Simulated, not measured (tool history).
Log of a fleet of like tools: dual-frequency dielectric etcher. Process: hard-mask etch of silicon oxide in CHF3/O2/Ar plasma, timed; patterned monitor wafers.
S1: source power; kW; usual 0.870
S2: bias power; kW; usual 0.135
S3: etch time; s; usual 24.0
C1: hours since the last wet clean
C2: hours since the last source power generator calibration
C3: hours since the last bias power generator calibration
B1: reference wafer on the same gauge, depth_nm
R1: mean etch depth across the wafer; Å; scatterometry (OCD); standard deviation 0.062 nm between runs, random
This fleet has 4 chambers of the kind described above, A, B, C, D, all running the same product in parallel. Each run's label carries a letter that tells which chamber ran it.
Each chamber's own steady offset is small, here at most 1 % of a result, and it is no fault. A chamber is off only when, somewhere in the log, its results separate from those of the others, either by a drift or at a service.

At hour 2.3: chamber D: wet clean of the chamber.
Run 1A, hour 4.9: usual settings; C1 350.0; C2 592.2; C3 2077.0; B1 53.094. Result: R1 499.91 Å.
Run 2D, hour 10.2: usual settings; C1 7.9; C2 387.3; C3 921.7; B1 53.079. Result: R1 497.98 Å.
Run 3B, hour 13.2: usual settings; C1 65.1; C2 55.6; C3 1141.4; B1 53.050. Result: R1 494.81 Å.
Run 4C, hour 15.9: usual settings; C1 454.8; C2 967.4; C3 1674.8; B1 53.032. Result: R1 499.83 Å.
Run 5D, hour 19.4: usual settings; C1 17.1; C2 396.5; C3 930.9; B1 53.050. Result: R1 497.74 Å.
Run 6B, hour 24.8: usual settings; C1 76.7; C2 67.2; C3 1153.0; B1 53.049. Result: R1 494.11 Å.
Run 7C, hour 27.5: usual settings but S1 0.720 kW; C1 466.4; C2 979.0; C3 1686.4; B1 53.043. Result: R1 463.60 Å.
Run 8A, hour 31.3: usual settings but S1 0.720 kW; C1 376.4; C2 618.6; C3 2103.4; B1 53.016. Result: R1 462.42 Å.
Run 9D, hour 36.3: usual settings but S1 0.720 kW; C1 34.0; C2 413.4; C3 947.8; B1 53.013. Result: R1 460.86 Å.
Run 10A, hour 39.1: usual settings but S1 0.720 kW; C1 384.2; C2 626.4; C3 2111.2; B1 53.014. Result: R1 461.50 Å.
Run 11C, hour 44.5: usual settings; C1 483.4; C2 996.0; C3 1703.4; B1 52.982. Result: R1 499.56 Å.
At hour 45.3: chamber C: wet clean of the chamber.
Run 12B, hour 48.2: usual settings; C1 100.1; C2 90.6; C3 1176.4; B1 52.984. Result: R1 495.80 Å.
Run 13C, hour 53.6: usual settings; C1 8.4; C2 1005.1; C3 1712.5; B1 52.966. Result: R1 498.32 Å.
Run 14D, hour 58.4: usual settings; C1 56.1; C2 435.5; C3 969.9; B1 52.968. Result: R1 496.74 Å.
Run 15A, hour 62.0: usual settings; C1 407.1; C2 649.3; C3 2134.1; B1 52.946. Result: R1 497.67 Å.
Run 16B, hour 65.0: usual settings; C1 116.9; C2 107.4; C3 1193.2; B1 52.940. Result: R1 493.90 Å.
At hour 67.3: chamber A: wet clean of the chamber.
Run 17C, hour 69.7: usual settings; C1 24.5; C2 1021.2; C3 1728.6; B1 52.918. Result: R1 496.93 Å.
Run 18D, hour 74.2: usual settings; C1 71.9; C2 451.3; C3 985.7; B1 52.898. Result: R1 497.42 Å.
Run 19B, hour 76.6: usual settings; C1 128.5; C2 119.0; C3 1204.8; B1 52.917. Result: R1 493.90 Å.
Run 20A, hour 80.6: usual settings but S2 0.160 kW, S3 26.5 s; C1 13.4; C2 667.9; C3 2152.7; B1 52.891. Result: R1 580.25 Å.
Run 21A, hour 83.1: usual settings but S2 0.160 kW, S3 26.5 s; C1 15.9; C2 670.4; C3 2155.2; B1 52.897. Result: R1 578.72 Å.
Run 22B, hour 86.1: usual settings but S2 0.160 kW, S3 26.5 s; C1 138.0; C2 128.5; C3 1214.3; B1 52.887. Result: R1 574.94 Å.
Run 23D, hour 91.3: usual settings but S2 0.160 kW, S3 26.5 s; C1 89.0; C2 468.4; C3 1002.8; B1 52.880. Result: R1 577.41 Å.
Run 24C, hour 95.5: usual settings; C1 50.3; C2 1047.0; C3 1754.4; B1 52.858. Result: R1 497.93 Å.
Run 25C, hour 100.1: usual settings; C1 54.9; C2 1051.6; C3 1759.0; B1 52.831. Result: R1 498.24 Å.
Run 26D, hour 103.0: usual settings; C1 100.7; C2 480.1; C3 1014.5; B1 52.830. Result: R1 496.70 Å.
Run 27A, hour 105.6: usual settings; C1 38.4; C2 692.9; C3 2177.7; B1 52.839. Result: R1 497.44 Å.

Next, all 4 chambers run the settings below, one line each with question marks for the results. What does each chamber give?
Run 28A, hour 109.5: usual settings but S3 30.5 s. Result: R1 ?.
Run 28B, hour 109.5: usual settings but S3 30.5 s. Result: R1 ?.
Run 28C, hour 109.5: usual settings but S3 30.5 s. Result: R1 ?.
Run 28D, hour 109.5: usual settings but S3 30.5 s. Result: R1 ?.

run      R1
28A  629.56
28B  627.49
28C  631.51
28D  629.92
